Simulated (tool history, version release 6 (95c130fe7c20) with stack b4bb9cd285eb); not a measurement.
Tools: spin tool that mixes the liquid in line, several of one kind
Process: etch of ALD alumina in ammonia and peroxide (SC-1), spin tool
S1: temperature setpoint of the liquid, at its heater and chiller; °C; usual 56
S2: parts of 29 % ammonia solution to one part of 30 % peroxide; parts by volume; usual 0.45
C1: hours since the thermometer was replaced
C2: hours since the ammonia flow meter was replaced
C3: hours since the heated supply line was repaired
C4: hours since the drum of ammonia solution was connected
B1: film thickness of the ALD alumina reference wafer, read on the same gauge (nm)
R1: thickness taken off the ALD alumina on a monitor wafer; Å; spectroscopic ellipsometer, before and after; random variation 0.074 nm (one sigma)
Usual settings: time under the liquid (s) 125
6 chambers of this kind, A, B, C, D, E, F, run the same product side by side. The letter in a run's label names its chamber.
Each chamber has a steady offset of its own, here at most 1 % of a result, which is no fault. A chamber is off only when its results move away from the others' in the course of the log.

run 1C hour=5 | S1=56 S2=0.45 time_under_the_liquid_(s)=125 | C1=1947.6 C2=828.3 C3=217.1 C4=422.3 | B1=150.02 | R1=100.05
run 2D hour=11.1 | S1=56 S2=0.45 time_under_the_liquid_(s)=125 | C1=963.9 C2=433.8 C3=450.4 C4=232.2 | B1=150.01 | R1=99.973
run 3E hour=16.9 | S1=56 S2=0.45 time_under_the_liquid_(s)=125 | C1=1555.9 C2=125.8 C3=2888.6 C4=195.9 | B1=150.01 | R1=100.69
run 4A hour=21.3 | S1=56 S2=0.45 time_under_the_liquid_(s)=125 | C1=2473 C2=1928.6 C3=25.3 C4=313.7 | B1=149.96 | R1=99.04
run 5B hour=27.8 | S1=56 S2=0.45 time_under_the_liquid_(s)=125 | C1=363.6 C2=342.9 C3=229.3 C4=200 | B1=150 | R1=101.05
run 6F hour=33 | S1=56 S2=0.45 time_under_the_liquid_(s)=125 | C1=2078.8 C2=1315.5 C3=2125.4 C4=220.7 | B1=150.02 | R1=100.82
run 7C hour=38.4 | S1=56 S2=0.45 time_under_the_liquid_(s)=125 | C1=1981 C2=861.7 C3=250.5 C4=455.7 | B1=150.05 | R1=98.835
run 8D hour=42.4 | S1=56 S2=0.45 time_under_the_liquid_(s)=125 | C1=995.2 C2=465.1 C3=481.7 C4=263.5 | B1=150 | R1=100.17
run 9F hour=50.7 | S1=56 S2=0.45 time_under_the_liquid_(s)=125 | C1=2096.5 C2=1333.2 C3=2143.1 C4=238.4 | B1=150.01 | R1=101.55
run 10A hour=55.4 | S1=56 S2=0.45 time_under_the_liquid_(s)=125 | C1=2507.1 C2=1962.7 C3=59.4 C4=347.8 | B1=150.02 | R1=98.524
run 11B hour=60.2 | S1=56 S2=0.45 time_under_the_liquid_(s)=125 | C1=396 C2=375.3 C3=261.7 C4=232.4 | B1=150 | R1=101.62
run 12E hour=67.6 | S1=56 S2=0.45 time_under_the_liquid_(s)=125 | C1=1606.6 C2=176.5 C3=2939.3 C4=246.6 | B1=149.99 | R1=101.13
run 13E hour=71.6 | S1=56 S2=0.45 time_under_the_liquid_(s)=125 | C1=1610.6 C2=180.5 C3=2943.3 C4=250.6 | B1=149.98 | R1=100.03
run 14C hour=75.5 | S1=56 S2=0.45 time_under_the_liquid_(s)=125 | C1=2018.1 C2=898.8 C3=287.6 C4=492.8 | B1=150 | R1=99.826
run 15A hour=80 | S1=56 S2=0.3 time_under_the_liquid_(s)=185 | C1=2531.7 C2=1987.3 C3=84 C4=372.4 | B1=149.96 | R1=141.3
run 16F hour=86 | S1=56 S2=0.3 time_under_the_liquid_(s)=185 | C1=2131.8 C2=1368.5 C3=2178.4 C4=273.7 | B1=150.03 | R1=143.18
-- hour=89.3 chamber F: new drum of ammonia solution connected
run 17B hour=89.9 | S1=56 S2=0.3 time_under_the_liquid_(s)=185 | C1=425.7 C2=405 C3=291.4 C4=262.1 | B1=150.03 | R1=142.06
run 18D hour=94.4 | S1=56 S2=0.3 time_under_the_liquid_(s)=185 | C1=1047.2 C2=517.1 C3=533.7 C4=315.5 | B1=149.98 | R1=142.34
run 19F hour=99.1 | S1=56 S2=0.3 time_under_the_liquid_(s)=185 | C1=2144.9 C2=1381.6 C3=2191.5 C4=9.9 | B1=149.97 | R1=145.24
run 20D hour=105.6 | S1=56 S2=0.3 time_under_the_liquid_(s)=185 | C1=1058.4 C2=528.3 C3=544.9 C4=326.7 | B1=149.99 | R1=141.8
run 21C hour=112.3 | S1=56 S2=0.45 time_under_the_liquid_(s)=125 | C1=2054.9 C2=935.6 C3=324.4 C4=529.6 | B1=149.98 | R1=100.07
run 22B hour=120.5 | S1=56 S2=0.45 time_under_the_liquid_(s)=125 | C1=456.3 C2=435.6 C3=322 C4=292.7 | B1=150.01 | R1=101.41
run 23A hour=125 | S1=51 S2=0.35 time_under_the_liquid_(s)=125 | C1=2576.7 C2=2032.3 C3=129 C4=417.4 | B1=150.04 | R1=74.57
-- hour=125.3 chamber A: thermometer replaced
run 24E hour=133.5 | S1=51 S2=0.35 time_under_the_liquid_(s)=125 | C1=1672.5 C2=242.4 C3=3005.2 C4=312.5 | B1=150.02 | R1=75.552
run 25B hour=138.8 | S1=51 S2=0.35 time_under_the_liquid_(s)=125 | C1=474.6 C2=453.9 C3=340.3 C4=311 | B1=150.03 | R1=74.309
-- hour=143.3 chamber E: new drum of ammonia solution connected
run 26A hour=146.9 | S1=51 S2=0.35 time_under_the_liquid_(s)=125 | C1=21.6 C2=2054.2 C3=150.9 C4=439.3 | B1=150.02 | R1=74.049
run 27D hour=152.4 | S1=51 S2=0.35 time_under_the_liquid_(s)=125 | C1=1105.2 C2=575.1 C3=591.7 C4=373.5 | B1=150.02 | R1=75.264
run 28E hour=159.6 | S1=51 S2=0.35 time_under_the_liquid_(s)=125 | C1=1698.6 C2=268.5 C3=3031.3 C4=16.3 | B1=150.01 | R1=75.158
run 29F hour=166.9 | S1=56 S2=0.45 time_under_the_liquid_(s)=125 | C1=2212.7 C2=1449.4 C3=2259.3 C4=77.7 | B1=149.98 | R1=100.74
run 30C hour=174.8 | S1=56 S2=0.45 time_under_the_liquid_(s)=125 | C1=2117.4 C2=998.1 C3=386.9 C4=592.1 | B1=150.01 | R1=99.645
run 31F hour=181 | S1=56 S2=0.45 time_under_the_liquid_(s)=125 | C1=2226.8 C2=1463.5 C3=2273.4 C4=91.8 | B1=149.98 | R1=100.29
run 32D hour=189 | S1=56 S2=0.45 time_under_the_liquid_(s)=125 | C1=1141.8 C2=611.7 C3=628.3 C4=410.1 | B1=149.98 | R1=100.27
run 33A hour=194.5 | S1=65.5 S2=0.55 time_under_the_liquid_(s)=125 | C1=69.2 C2=2101.8 C3=198.5 C4=486.9 | B1=150.01 | R1=165.97
run 34B hour=199 | S1=65.5 S2=0.55 time_under_the_liquid_(s)=125 | C1=534.8 C2=514.1 C3=400.5 C4=371.2 | B1=149.98 | R1=166.74
run 35E hour=203.7 | S1=65.5 S2=0.55 time_under_the_liquid_(s)=125 | C1=1742.7 C2=312.6 C3=3075.4 C4=60.4 | B1=149.94 | R1=166.7
run 36C hour=212 | S1=65.5 S2=0.55 time_under_the_liquid_(s)=125 | C1=2154.6 C2=1035.3 C3=424.1 C4=629.3 | B1=150 | R1=164.66
run 37D hour=215.9 | S1=65.5 S2=0.55 time_under_the_liquid_(s)=125 | C1=1168.7 C2=638.6 C3=655.2 C4=437 | B1=150.02 | R1=166.15
run 38E hour=221.7 | S1=65.5 S2=0.55 time_under_the_liquid_(s)=125 | C1=1760.7 C2=330.6 C3=3093.4 C4=78.4 | B1=150.02 | R1=165.09
run 39F hour=226.9 | S1=56 S2=0.45 time_under_the_liquid_(s)=125 | C1=2272.7 C2=1509.4 C3=2319.3 C4=137.7 | B1=150 | R1=100.65
run 40C hour=234.2 | S1=61.5 S2=0.45 time_under_the_liquid_(s)=125 | C1=2176.8 C2=1057.5 C3=446.3 C4=651.5 | B1=150 | R1=132.58
run 41B hour=241 | S1=61.5 S2=0.45 time_under_the_liquid_(s)=125 | C1=576.8 C2=556.1 C3=442.5 C4=413.2 | B1=150.01 | R1=133.57

All 6 chambers run these settings next. Forecast each chamber's results:
run 42A hour=247.2 | S1=56 S2=0.45 time_under_the_liquid_(s)=195 | R1=?
run 42B hour=247.2 | S1=56 S2=0.45 time_under_the_liquid_(s)=195 | R1=?
run 42C hour=247.2 | S1=56 S2=0.45 time_under_the_liquid_(s)=195 | R1=?
run 42D hour=247.2 | S1=56 S2=0.45 time_under_the_liquid_(s)=195 | R1=?
run 42E hour=247.2 | S1=56 S2=0.45 time_under_the_liquid_(s)=195 | R1=?
run 42F hour=247.2 | S1=56 S2=0.45 time_under_the_liquid_(s)=195 | R1=?

run=42A R1=155.74
run=42B R1=157.75
run=42C R1=155.48
run=42D R1=155.38
run=42E R1=156.78
run=42F R1=155.77
